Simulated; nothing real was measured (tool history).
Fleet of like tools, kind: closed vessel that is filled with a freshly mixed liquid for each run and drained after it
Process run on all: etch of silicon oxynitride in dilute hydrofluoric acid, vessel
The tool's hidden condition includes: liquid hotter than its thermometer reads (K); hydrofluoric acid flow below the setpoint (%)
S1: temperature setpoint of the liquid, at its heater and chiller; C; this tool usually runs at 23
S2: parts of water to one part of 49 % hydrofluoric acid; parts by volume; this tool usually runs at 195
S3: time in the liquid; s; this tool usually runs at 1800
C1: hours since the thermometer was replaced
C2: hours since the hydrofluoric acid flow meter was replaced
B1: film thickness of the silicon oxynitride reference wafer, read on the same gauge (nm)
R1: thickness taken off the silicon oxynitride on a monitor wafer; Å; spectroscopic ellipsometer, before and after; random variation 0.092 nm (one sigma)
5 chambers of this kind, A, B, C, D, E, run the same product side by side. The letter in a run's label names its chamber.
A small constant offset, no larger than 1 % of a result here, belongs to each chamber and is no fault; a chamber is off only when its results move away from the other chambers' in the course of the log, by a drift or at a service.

run   hour  S1   S2    S3      C1      C2      B1      R1
 1D    7.6  23  195  1800      41   244.7  50.006  118.67
 2A   12.3  23  195  1800  1786.2   574.8  50.014   118.6
      17.6  -- chamber A: hydrofluoric acid flow meter replaced
 3B     21  23  195  1800   550.1   502.9  49.963  116.18
 4C   25.9  23  195  1800   675.7  1798.5  50.035  117.32
 5E   31.5  23  195  1800    1127  1346.3  49.981  117.79
 6A   39.5  23  195  1800  1813.4      22  50.005  117.48
 7B   44.5  23  230  2275   573.6   526.4  49.981  123.14
 8D   53.7  23  230  2275    87.1   290.8  50.008  124.52
 9E   59.2  23  230  2275  1154.7    1374  49.978  122.78
10C   66.7  23  230  2275   716.5  1839.3   49.96  121.62
11B   75.8  23  230  2275   604.9   557.7  49.987  124.53
      80.2  -- chamber C: thermometer replaced
12A   81.6  23  195  1800  1855.5    64.1  49.979  118.96
13E   87.4  23  195  1800  1182.9  1402.2  50.003  117.54
14C   93.3  23  195  1800    13.1  1865.9  50.023  115.78
15D  100.4  23  195  1800   133.8   337.5   50.01  118.61
16A  108.2  23  195  1800  1882.1    90.7  50.032   119.7
     113.8  -- chamber B: hydrofluoric acid flow meter replaced
17C  114.8  23  195  1800    34.6  1887.4  49.987  117.27
18B  122.8  23  195  1800   651.9       9  50.056   121.9
19D  128.3  23  240  2320   161.7   365.4  50.033  121.28
20E  136.6  23  240  2320  1232.1  1451.4  50.028  120.17
21B  145.1  23  240  2320   674.2    31.3  49.992  124.85
22D  152.7  23  240  2320   186.1   389.8  50.009  121.53
       157  -- chamber C: hydrofluoric acid flow meter replaced
23C  161.4  23  240  2320    81.2     4.5  50.012  119.69
24E  166.2  23  195  1800  1261.7    1481  50.001  119.25
25A  171.8  23  195  1800  1945.7   154.3  50.007  116.91
26B  178.4  23  195  1800   707.5    64.6  50.002  123.43
27E  188.6  23  195  1800  1284.1  1503.4  50.036  118.75
28C    195  23  195  1800   114.8    38.1  50.019  115.71
     197.4  -- chamber D: hydrofluoric acid flow meter replaced
29A  202.5  23  195  1800  1976.4     185  49.991  118.18
30D    208  23  195  1800   241.4    10.7  49.987  118.73
31C  213.7  23  195  1800   133.5    56.8  49.976  116.97
32E  223.9  23  195  1800  1319.4  1538.7  50.012  117.08
     228.3  -- chamber E: thermometer replaced
33B  233.6  23  195  1800   762.7   119.8  49.992  125.01
34A  242.4  23  195  1800  2016.3   224.9  50.026  116.79
35D  251.5  23  150  1800   284.9    54.2   50.02  159.18
36D  256.9  23  150  1800   290.3    59.6  50.028  162.46
37A  265.4  23  150  1800  2039.3   247.9  50.004  157.71
38E  272.3  23  150  1800    44.1  1587.1  50.029  158.73

Does one chamber stand apart from the rest, does the shared gauge drift, or is all well apart from small per-chamber offsets? Give the chamber and the most likely cause, where there is one.

Chamber B drifts away from the others.
Likeliest cause: liquid hotter than its thermometer reads (K) = 1.95.

Which of the 4 candidates below, each the usual settings with something changed and its results left as question marks, puts chamber B back in line with what the other chambers give on the usual settings?
A result is in line if it is within this distance of the other chambers' mean on the usual settings: R1 3.2 Å
39B-1  279.7    23  195  1670               ?
39B-2  279.7  26.5  195  1800               ?
39B-3  279.7  22.5  195  1565               ?
39B-4  279.7    23  195  1945               ?

What the other chambers average on the usual settings: R1 117.97 Å
  run      R1
39B-1  118.38
39B-2  148.77
39B-3   108.5
39B-4  137.88
Change 39B-1 lands the chamber within the allowed miss of the other chambers.
